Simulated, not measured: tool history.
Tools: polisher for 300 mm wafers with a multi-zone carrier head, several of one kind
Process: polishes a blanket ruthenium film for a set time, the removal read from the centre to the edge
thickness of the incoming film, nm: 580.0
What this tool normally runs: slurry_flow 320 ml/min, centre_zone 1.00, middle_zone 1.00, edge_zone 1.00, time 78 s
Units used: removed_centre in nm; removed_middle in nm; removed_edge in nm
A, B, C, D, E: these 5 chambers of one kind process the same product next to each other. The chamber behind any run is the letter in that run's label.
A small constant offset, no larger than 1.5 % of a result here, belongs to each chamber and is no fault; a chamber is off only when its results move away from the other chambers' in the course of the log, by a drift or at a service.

At hour 4.9: chamber E: slurry nozzle cleaned.
Run 1C, hour 13.0: usual settings. Result: removed_centre 118.94 nm, removed_middle 118.30 nm, removed_edge 120.02 nm.
At hour 19.2: chamber A: worn pad replaced by a new one.
Run 2E, hour 23.3: usual settings. Result: removed_centre 119.12 nm, removed_middle 117.89 nm, removed_edge 120.34 nm.
Run 3B, hour 30.4: usual settings. Result: removed_centre 118.64 nm, removed_middle 119.58 nm, removed_edge 120.14 nm.
At hour 34.9: chamber A: centre zone pressure recalibrated.
Run 4A, hour 39.6: usual settings. Result: removed_centre 120.48 nm, removed_middle 121.50 nm, removed_edge 119.98 nm.
Run 5D, hour 48.4: usual settings. Result: removed_centre 119.43 nm, removed_middle 116.85 nm, removed_edge 118.90 nm.
At hour 50.4: chamber D: worn pad replaced by a new one.
Run 6E, hour 57.1: usual settings but slurry_flow 225 ml/min. Result: removed_centre 113.75 nm, removed_middle 112.92 nm, removed_edge 116.32 nm.
Run 7B, hour 63.6: usual settings but slurry_flow 225 ml/min. Result: removed_centre 112.13 nm, removed_middle 115.71 nm, removed_edge 115.41 nm.
At hour 68.2: chamber B: centre zone pressure recalibrated.
At hour 68.6: chamber B: worn pad replaced by a new one.
Run 8A, hour 74.6: usual settings but slurry_flow 225 ml/min. Result: removed_centre 114.53 nm, removed_middle 115.84 nm, removed_edge 115.30 nm.
At hour 82.3: chamber C: worn pad replaced by a new one.
Run 9D, hour 88.3: usual settings but slurry_flow 225 ml/min. Result: removed_centre 114.03 nm, removed_middle 116.00 nm, removed_edge 113.99 nm.
At hour 90.1: chamber D: edge zone pressure recalibrated.
Run 10C, hour 100.6: usual settings but slurry_flow 225 ml/min. Result: removed_centre 111.73 nm, removed_middle 113.59 nm, removed_edge 114.52 nm.
Run 11E, hour 110.6: usual settings. Result: removed_centre 116.79 nm, removed_middle 118.16 nm, removed_edge 120.61 nm.
At hour 114.1: chamber D: worn pad replaced by a new one.
Run 12C, hour 123.9: usual settings. Result: removed_centre 117.88 nm, removed_middle 117.73 nm, removed_edge 119.56 nm.
Run 13A, hour 138.5: usual settings. Result: removed_centre 120.11 nm, removed_middle 120.59 nm, removed_edge 120.34 nm.
Run 14D, hour 148.7: usual settings. Result: removed_centre 120.52 nm, removed_middle 117.91 nm, removed_edge 117.97 nm.
Run 15B, hour 161.0: usual settings but centre_zone 1.07, edge_zone 1.11. Result: removed_centre 128.58 nm, removed_middle 119.67 nm, removed_edge 125.40 nm.
Run 16A, hour 176.0: usual settings but centre_zone 1.07, edge_zone 1.11. Result: removed_centre 126.83 nm, removed_middle 118.80 nm, removed_edge 126.16 nm.
At hour 181.0: chamber A: worn pad replaced by a new one.
At hour 182.9: chamber B: worn pad replaced by a new one.
Run 17B, hour 188.7: usual settings but centre_zone 1.07, edge_zone 1.11. Result: removed_centre 127.06 nm, removed_middle 120.16 nm, removed_edge 127.28 nm.
At hour 190.4: chamber A: edge zone pressure recalibrated.
At hour 194.4: chamber D: worn pad replaced by a new one.
At hour 196.1: chamber B: slurry nozzle cleaned.
Run 18D, hour 202.5: usual settings but centre_zone 1.07, edge_zone 1.11. Result: removed_centre 129.74 nm, removed_middle 118.19 nm, removed_edge 124.24 nm.
At hour 209.5: chamber C: worn pad replaced by a new one.
Run 19C, hour 214.6: usual settings but centre_zone 1.07, edge_zone 1.11. Result: removed_centre 125.72 nm, removed_middle 114.25 nm, removed_edge 125.99 nm.
Run 20E, hour 229.1: usual settings. Result: removed_centre 115.26 nm, removed_middle 110.73 nm, removed_edge 116.40 nm.
Run 21A, hour 242.3: usual settings but middle_zone 1.04. Result: removed_centre 118.74 nm, removed_middle 123.37 nm, removed_edge 117.77 nm.
At hour 247.2: chamber E: slurry nozzle cleaned.
Run 22B, hour 254.5: usual settings but middle_zone 1.04. Result: removed_centre 117.66 nm, removed_middle 121.73 nm, removed_edge 119.65 nm.
Run 23C, hour 261.0: usual settings but middle_zone 1.04. Result: removed_centre 115.56 nm, removed_middle 123.05 nm, removed_edge 121.45 nm.
At hour 263.0: chamber E: edge zone pressure recalibrated.
At hour 264.3: chamber D: worn pad replaced by a new one.
Run 24D, hour 273.7: usual settings but middle_zone 1.04. Result: removed_centre 118.49 nm, removed_middle 124.28 nm, removed_edge 118.12 nm.
At hour 280.6: chamber B: worn pad replaced by a new one.
Run 25E, hour 286.0: usual settings but middle_zone 1.04. Result: removed_centre 110.77 nm, removed_middle 117.06 nm, removed_edge 112.78 nm.
Run 26E, hour 293.8: usual settings. Result: removed_centre 111.08 nm, removed_middle 111.19 nm, removed_edge 112.33 nm.
At hour 297.8: chamber D: slurry nozzle cleaned.
Run 27D, hour 303.8: usual settings. Result: removed_centre 115.50 nm, removed_middle 117.82 nm, removed_edge 118.14 nm.
Run 28B, hour 315.0: usual settings. Result: removed_centre 118.98 nm, removed_middle 117.34 nm, removed_edge 118.29 nm.
Run 29C, hour 323.1: usual settings but slurry_flow 365 ml/min, centre_zone 0.96. Result: removed_centre 115.21 nm, removed_middle 116.88 nm, removed_edge 120.85 nm.
Run 30A, hour 335.1: usual settings but slurry_flow 365 ml/min, centre_zone 0.96. Result: removed_centre 116.83 nm, removed_middle 120.74 nm, removed_edge 122.77 nm.
At hour 335.6: chamber A: worn pad replaced by a new one.
Run 31A, hour 346.3: usual settings but slurry_flow 365 ml/min, centre_zone 0.96. Result: removed_centre 115.09 nm, removed_middle 121.37 nm, removed_edge 120.27 nm.

What goes on in this fleet: one chamber off, a drifting gauge, or nothing beyond the chambers' own small offsets? Name the chamber and the cause, if any.

It is chamber E that slowly wanders off from its peers.
What lies behind it: removal rate lost through wear of the pad, % = 8.6.

Here are 4 candidates for chamber E's next run, each the usual settings with a change, their results left as question marks. Which one brings its results back in line with what the others give on the usual settings?
In line means no further than this from the other chambers' mean on the usual settings: removed_centre 4.10 nm; removed_middle 5.200 nm; removed_edge 3.90 nm
Run 32E-1, hour 357.0: usual settings but time 80 s. Result: removed_centre ?, removed_middle ?, removed_edge ?.
Run 32E-2, hour 357.0: usual settings but time 76 s. Result: removed_centre ?, removed_middle ?, removed_edge ?.
Run 32E-3, hour 357.0: usual settings but slurry_flow 325 ml/min, middle_zone 1.01, time 84 s. Result: removed_centre ?, removed_middle ?, removed_edge ?.
Run 32E-4, hour 357.0: usual settings but slurry_flow 315 ml/min, middle_zone 0.99, time 72 s. Result: removed_centre ?, removed_middle ?, removed_edge ?.

Mean of the other chambers on the usual settings: removed_centre 118.77 nm; removed_middle 118.900 nm; removed_edge 119.03 nm
  run  removed_centre  removed_middle  removed_edge
32E-1          112.64         111.190        112.34
32E-2          107.01         105.630        106.73
32E-3          118.47         118.010        118.07
32E-4          101.20          98.995        101.01
32E-3 brings the chamber back in line.
